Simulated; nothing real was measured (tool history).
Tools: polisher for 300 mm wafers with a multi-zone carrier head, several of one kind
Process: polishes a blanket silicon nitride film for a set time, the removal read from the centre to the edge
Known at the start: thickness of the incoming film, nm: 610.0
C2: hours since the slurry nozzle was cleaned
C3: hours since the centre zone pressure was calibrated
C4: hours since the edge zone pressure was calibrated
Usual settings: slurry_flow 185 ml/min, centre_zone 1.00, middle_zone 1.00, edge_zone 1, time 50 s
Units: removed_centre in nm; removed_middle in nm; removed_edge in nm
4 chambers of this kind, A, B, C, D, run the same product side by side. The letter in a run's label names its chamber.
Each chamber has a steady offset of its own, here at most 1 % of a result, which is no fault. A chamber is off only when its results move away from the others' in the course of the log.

Run 1D, hour 7.9: usual settings; wafers polished on this pad 404; C2 317.8; C3 1369.0; C4 166.7. Result: removed_centre 52.273 nm, removed_middle 52.076 nm, removed_edge 52.543 nm.
Run 2A, hour 14.3: usual settings; wafers polished on this pad 341; C2 192.0; C3 583.5; C4 589.8. Result: removed_centre 52.010 nm, removed_middle 51.629 nm, removed_edge 52.684 nm.
Run 3C, hour 24.0: usual settings; wafers polished on this pad 474; C2 29.8; C3 74.9; C4 572.1. Result: removed_centre 52.042 nm, removed_middle 51.676 nm, removed_edge 51.331 nm.
At hour 24.1: chamber B: slurry nozzle cleaned.
Run 4B, hour 34.9: usual settings; wafers polished on this pad 547; C2 10.9; C3 295.4; C4 332.7. Result: removed_centre 52.021 nm, removed_middle 51.948 nm, removed_edge 52.241 nm.
Run 5C, hour 42.0: usual settings; wafers polished on this pad 589; C2 47.8; C3 92.9; C4 590.1. Result: removed_centre 52.181 nm, removed_middle 52.240 nm, removed_edge 51.649 nm.
Run 6D, hour 55.2: usual settings; wafers polished on this pad 707; C2 365.1; C3 1416.3; C4 214.0. Result: removed_centre 51.897 nm, removed_middle 52.537 nm, removed_edge 52.295 nm.
Run 7B, hour 63.9: usual settings; wafers polished on this pad 733; C2 39.9; C3 324.4; C4 361.7. Result: removed_centre 52.116 nm, removed_middle 52.061 nm, removed_edge 51.479 nm.
Run 8A, hour 70.5: usual settings; wafers polished on this pad 701; C2 248.2; C3 639.7; C4 646.0. Result: removed_centre 51.230 nm, removed_middle 50.808 nm, removed_edge 52.485 nm.
At hour 77.5: chamber C: worn pad replaced by a new one.
Run 9D, hour 80.3: usual settings; wafers polished on this pad 868; C2 390.2; C3 1441.4; C4 239.1. Result: removed_centre 51.590 nm, removed_middle 52.761 nm, removed_edge 52.070 nm.
Run 10C, hour 89.4: usual settings but centre_zone 0.93; wafers polished on this pad 76; C2 95.2; C3 140.3; C4 637.5. Result: removed_centre 48.448 nm, removed_middle 51.872 nm, removed_edge 51.939 nm.
Run 11A, hour 95.9: usual settings but centre_zone 0.93; wafers polished on this pad 864; C2 273.6; C3 665.1; C4 671.4. Result: removed_centre 47.470 nm, removed_middle 50.933 nm, removed_edge 52.645 nm.
At hour 103.3: chamber D: centre zone pressure recalibrated.
Run 12B, hour 104.1: usual settings but centre_zone 0.93; wafers polished on this pad 991; C2 80.1; C3 364.6; C4 401.9. Result: removed_centre 48.235 nm, removed_middle 52.679 nm, removed_edge 52.610 nm.
At hour 112.8: chamber B: worn pad replaced by a new one.
Run 13A, hour 117.6: usual settings but centre_zone 0.93; wafers polished on this pad 1003; C2 295.3; C3 686.8; C4 693.1. Result: removed_centre 48.112 nm, removed_middle 52.309 nm, removed_edge 52.185 nm.
Run 14D, hour 127.5: usual settings; wafers polished on this pad 1171; C2 437.4; C3 24.2; C4 286.3. Result: removed_centre 51.385 nm, removed_middle 52.454 nm, removed_edge 51.155 nm.
At hour 130.8: chamber D: worn pad replaced by a new one.
Run 15C, hour 137.5: usual settings; wafers polished on this pad 384; C2 143.3; C3 188.4; C4 685.6. Result: removed_centre 52.078 nm, removed_middle 51.808 nm, removed_edge 52.142 nm.
At hour 140.8: chamber A: worn pad replaced by a new one.
Run 16B, hour 144.5: usual settings; wafers polished on this pad 203; C2 120.5; C3 405.0; C4 442.3. Result: removed_centre 52.579 nm, removed_middle 52.042 nm, removed_edge 53.632 nm.
Run 17D, hour 157.8: usual settings; wafers polished on this pad 173; C2 467.7; C3 54.5; C4 316.6. Result: removed_centre 52.115 nm, removed_middle 51.396 nm, removed_edge 51.310 nm.
Run 18A, hour 167.9: usual settings; wafers polished on this pad 174; C2 345.6; C3 737.1; C4 743.4. Result: removed_centre 51.657 nm, removed_middle 51.641 nm, removed_edge 50.838 nm.
Run 19C, hour 174.1: usual settings; wafers polished on this pad 619; C2 179.9; C3 225.0; C4 722.2. Result: removed_centre 52.255 nm, removed_middle 50.798 nm, removed_edge 51.824 nm.
Run 20B, hour 182.3: usual settings but middle_zone 0.89, time 56 s; wafers polished on this pad 445; C2 158.3; C3 442.8; C4 480.1. Result: removed_centre 58.789 nm, removed_middle 52.364 nm, removed_edge 56.693 nm.
Run 21C, hour 196.1: usual settings but middle_zone 0.89, time 56 s; wafers polished on this pad 760; C2 201.9; C3 247.0; C4 744.2. Result: removed_centre 57.939 nm, removed_middle 51.623 nm, removed_edge 57.905 nm.
At hour 209.7: chamber A: centre zone pressure recalibrated.
Run 22B, hour 210.0: usual settings but middle_zone 0.89, time 56 s; wafers polished on this pad 623; C2 186.0; C3 470.5; C4 507.8. Result: removed_centre 58.453 nm, removed_middle 52.969 nm, removed_edge 59.708 nm.
Run 23D, hour 218.0: usual settings but middle_zone 0.89, time 56 s; wafers polished on this pad 559; C2 527.9; C3 114.7; C4 376.8. Result: removed_centre 57.665 nm, removed_middle 52.554 nm, removed_edge 60.122 nm.
Run 24A, hour 229.7: usual settings; wafers polished on this pad 570; C2 407.4; C3 20.0; C4 805.2. Result: removed_centre 56.212 nm, removed_middle 51.418 nm, removed_edge 51.379 nm.
At hour 234.6: chamber C: worn pad replaced by a new one.
Run 25B, hour 242.0: usual settings but middle_zone 0.96; wafers polished on this pad 828; C2 218.0; C3 502.5; C4 539.8. Result: removed_centre 51.902 nm, removed_middle 50.045 nm, removed_edge 52.303 nm.
Run 26C, hour 255.1: usual settings but middle_zone 0.96; wafers polished on this pad 131; C2 260.9; C3 306.0; C4 803.2. Result: removed_centre 51.836 nm, removed_middle 49.031 nm, removed_edge 50.940 nm.
At hour 259.5: chamber B: centre zone pressure recalibrated.
Run 27D, hour 264.4: usual settings but middle_zone 0.96; wafers polished on this pad 856; C2 574.3; C3 161.1; C4 423.2. Result: removed_centre 51.981 nm, removed_middle 50.186 nm, removed_edge 52.106 nm.
Run 28A, hour 272.9: usual settings but middle_zone 0.96; wafers polished on this pad 847; C2 450.6; C3 63.2; C4 848.4. Result: removed_centre 55.727 nm, removed_middle 49.738 nm, removed_edge 53.937 nm.
At hour 275.0: chamber D: slurry nozzle cleaned.
Run 29C, hour 285.5: usual settings; wafers polished on this pad 326; C2 291.3; C3 336.4; C4 833.6. Result: removed_centre 51.855 nm, removed_middle 51.193 nm, removed_edge 52.370 nm.
Run 30A, hour 292.1: usual settings but time 44 s; wafers polished on this pad 970; C2 469.8; C3 82.4; C4 867.6. Result: removed_centre 49.642 nm, removed_middle 46.467 nm, removed_edge 46.247 nm.
At hour 302.0: chamber B: worn pad replaced by a new one.
Run 31D, hour 303.2: usual settings but time 44 s; wafers polished on this pad 1105; C2 28.3; C3 199.9; C4 462.0. Result: removed_centre 46.152 nm, removed_middle 45.737 nm, removed_edge 44.787 nm.
At hour 310.8: chamber A: worn pad replaced by a new one.
Run 32B, hour 316.9: usual settings but time 44 s; wafers polished on this pad 95; C2 292.9; C3 57.4; C4 614.7. Result: removed_centre 45.550 nm, removed_middle 46.477 nm, removed_edge 45.446 nm.
Run 33B, hour 323.5: usual settings but time 44 s; wafers polished on this pad 138; C2 299.5; C3 64.0; C4 621.3. Result: removed_centre 46.188 nm, removed_middle 46.214 nm, removed_edge 45.850 nm.
Run 34A, hour 331.7: usual settings; wafers polished on this pad 134; C2 509.4; C3 122.0; C4 907.2. Result: removed_centre 55.906 nm, removed_middle 51.855 nm, removed_edge 52.909 nm.
At hour 334.7: chamber D: worn pad replaced by a new one.
Run 35C, hour 341.2: usual settings; wafers polished on this pad 683; C2 347.0; C3 392.1; C4 889.3. Result: removed_centre 52.212 nm, removed_middle 50.776 nm, removed_edge 52.262 nm.
Run 36D, hour 352.0: usual settings but time 60 s; wafers polished on this pad 111; C2 77.1; C3 248.7; C4 510.8. Result: removed_centre 61.731 nm, removed_middle 62.576 nm, removed_edge 64.196 nm.
Run 37B, hour 360.1: usual settings but time 60 s; wafers polished on this pad 372; C2 336.1; C3 100.6; C4 657.9. Result: removed_centre 62.433 nm, removed_middle 62.704 nm, removed_edge 63.323 nm.
Run 38A, hour 372.6: usual settings but time 60 s; wafers polished on this pad 396; C2 550.3; C3 162.9; C4 948.1. Result: removed_centre 67.761 nm, removed_middle 61.739 nm, removed_edge 62.736 nm.
Run 39D, hour 385.3: usual settings but time 60 s; wafers polished on this pad 324; C2 110.4; C3 282.0; C4 544.1. Result: removed_centre 62.012 nm, removed_middle 61.906 nm, removed_edge 61.058 nm.
Run 40C, hour 393.5: usual settings; wafers polished on this pad 1019; C2 399.3; C3 444.4; C4 941.6. Result: removed_centre 52.525 nm, removed_middle 51.546 nm, removed_edge 52.837 nm.
Run 41C, hour 399.9: usual settings; wafers polished on this pad 1060; C2 405.7; C3 450.8; C4 948.0. Result: removed_centre 52.026 nm, removed_middle 51.021 nm, removed_edge 51.716 nm.
Run 42D, hour 409.3: usual settings; wafers polished on this pad 478; C2 134.4; C3 306.0; C4 568.1. Result: removed_centre 52.555 nm, removed_middle 51.948 nm, removed_edge 51.596 nm.

Next, every chamber runs the same settings. What will each give?
Run 43A, hour 419.2: usual settings but slurry_flow 210 ml/min. Result: removed_centre ?, removed_middle ?, removed_edge ?.
Run 43B, hour 419.2: usual settings but slurry_flow 210 ml/min. Result: removed_centre ?, removed_middle ?, removed_edge ?.
Run 43C, hour 419.2: usual settings but slurry_flow 210 ml/min. Result: removed_centre ?, removed_middle ?, removed_edge ?.
Run 43D, hour 419.2: usual settings but slurry_flow 210 ml/min. Result: removed_centre ?, removed_middle ?, removed_edge ?.

run  removed_centre  removed_middle  removed_edge
43A          58.111          52.697        53.924
43B          53.611          53.145        51.653
43C          52.939          52.222        54.431
43D          53.417          53.526        52.965

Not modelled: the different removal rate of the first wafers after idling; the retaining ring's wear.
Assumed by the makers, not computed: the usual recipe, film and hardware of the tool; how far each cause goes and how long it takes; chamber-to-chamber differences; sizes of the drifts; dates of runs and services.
